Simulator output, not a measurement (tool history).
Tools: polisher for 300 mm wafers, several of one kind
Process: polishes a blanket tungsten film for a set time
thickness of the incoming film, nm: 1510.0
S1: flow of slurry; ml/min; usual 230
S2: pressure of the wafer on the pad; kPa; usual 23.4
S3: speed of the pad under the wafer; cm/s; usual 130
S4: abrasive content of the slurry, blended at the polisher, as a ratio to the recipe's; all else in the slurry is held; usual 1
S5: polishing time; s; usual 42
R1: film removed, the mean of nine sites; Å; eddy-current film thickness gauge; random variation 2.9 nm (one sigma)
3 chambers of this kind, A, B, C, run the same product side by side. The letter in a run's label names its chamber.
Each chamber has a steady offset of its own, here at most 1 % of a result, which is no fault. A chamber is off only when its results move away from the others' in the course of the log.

run	hour	S1	S2	S3	S4	S5	R1
1C	5.5	230	23.4	130	1	42	2010.2
2B	11.8	230	23.4	130	1	42	1905.5
# hour 12: chamber B: worn pad replaced by a new one
3A	15.5	230	23.4	130	1	42	2045
4A	22.2	230	23.4	130	1	42	2044.8
# hour 22.7: chamber A: worn pad replaced by a new one
5B	29.1	230	23.4	130	1	42	2052.7
6C	34.8	230	23.4	130	1	42	2011.3
7A	41.7	230	23.4	130	1	42	2010.5
# hour 46.8: chamber B: slurry tank refilled with fresh slurry and peroxide
8B	47.3	230	23.4	130	1	42	1992.6
# hour 52.3: chamber A: slurry tank refilled with fresh slurry and peroxide
9C	55.3	230	23.4	130	1	42	1965.7
10B	60.2	230	23.4	130	1	42	2006.8
11A	65.9	230	23.4	154	1	42	2400.1
12C	72.4	230	23.4	154	1	42	2416.5
13B	76.7	230	23.4	154	1	42	2345.9
# hour 80.6: chamber A: worn pad replaced by a new one
14A	81.2	230	23.4	130	1	42	2046.9
# hour 82.4: chamber C: slurry blender recalibrated
15C	87.7	230	23.4	130	1	42	2002.5
# hour 87.9: chamber C: worn pad replaced by a new one
16B	95	230	23.4	152	1	31	1717.4
# hour 99: chamber B: worn pad replaced by a new one
17C	102.6	230	23.4	152	1	31	1721.9
18A	109.2	230	23.4	152	1	31	1782.3
# hour 111.4: chamber B: slurry tank refilled with fresh slurry and peroxide
19C	113.7	195	23.4	130	0.8	42	1859
20B	117.4	195	23.4	130	0.8	42	1902
21A	121.5	195	23.4	130	0.8	42	1899.1
# hour 125: chamber A: slurry tank refilled with fresh slurry and peroxide
22C	128.4	230	23.4	130	1	42	1954.7
# hour 129.4: chamber A: slurry blender recalibrated
23B	135.2	170	23.4	130	1	42	1916.7
# hour 138.9: chamber A: worn pad replaced by a new one
24A	139.5	170	23.4	130	1	42	1914.4
# hour 143.1: chamber B: slurry nozzle cleaned
25A	146.5	170	23.4	130	1	42	1958.9
26C	153.5	155	23.4	130	0.9	42	1807
27B	159.5	155	23.4	130	0.9	42	1845.8
28C	163.4	155	23.4	130	0.9	42	1790.9
# hour 167.7: chamber B: slurry tank refilled with fresh slurry and peroxide
29A	169.7	230	23.4	130	1	42	2021.5
30B	175.8	230	23.4	130	1	42	1999.2
# hour 178.3: chamber C: worn pad replaced by a new one
31A	180.4	230	23.4	130	1	42	2023.2
# hour 184.4: chamber C: slurry nozzle cleaned
32B	185.4	230	23.4	130	1	42	1973.8
# hour 191.4: chamber A: slurry tank refilled with fresh slurry and peroxide
# hour 192.4: chamber A: worn pad replaced by a new one
33C	192.9	230	23.4	130	1	42	1951.5
# hour 195.7: chamber B: worn pad replaced by a new one
34C	199.1	230	23.4	130	1	42	1854.7
35A	203.8	230	23.4	130	1	42	2062.7
36B	208.8	230	23.4	130	1	42	2010.9
37B	214.1	230	23.4	130	1	42	2028.3
38C	218.2	230	23.4	130	1	42	1839.6
39A	224.1	230	23.4	130	1	42	2020.4
40A	227.9	230	23.4	130	1	42	2036.3
# hour 233.9: chamber B: slurry tank refilled with fresh slurry and peroxide
41B	235.9	230	23.4	130	1	42	1995.5
42C	242.2	230	23.4	130	1	42	1828.7

Next, every chamber runs the same settings. What will each give?
43A	248	230	23.4	130	0.9	42	?
43B	248	230	23.4	130	0.9	42	?
43C	248	230	23.4	130	0.9	42	?

run	R1
43A	1931.7
43B	1944.1
43C	1793.6

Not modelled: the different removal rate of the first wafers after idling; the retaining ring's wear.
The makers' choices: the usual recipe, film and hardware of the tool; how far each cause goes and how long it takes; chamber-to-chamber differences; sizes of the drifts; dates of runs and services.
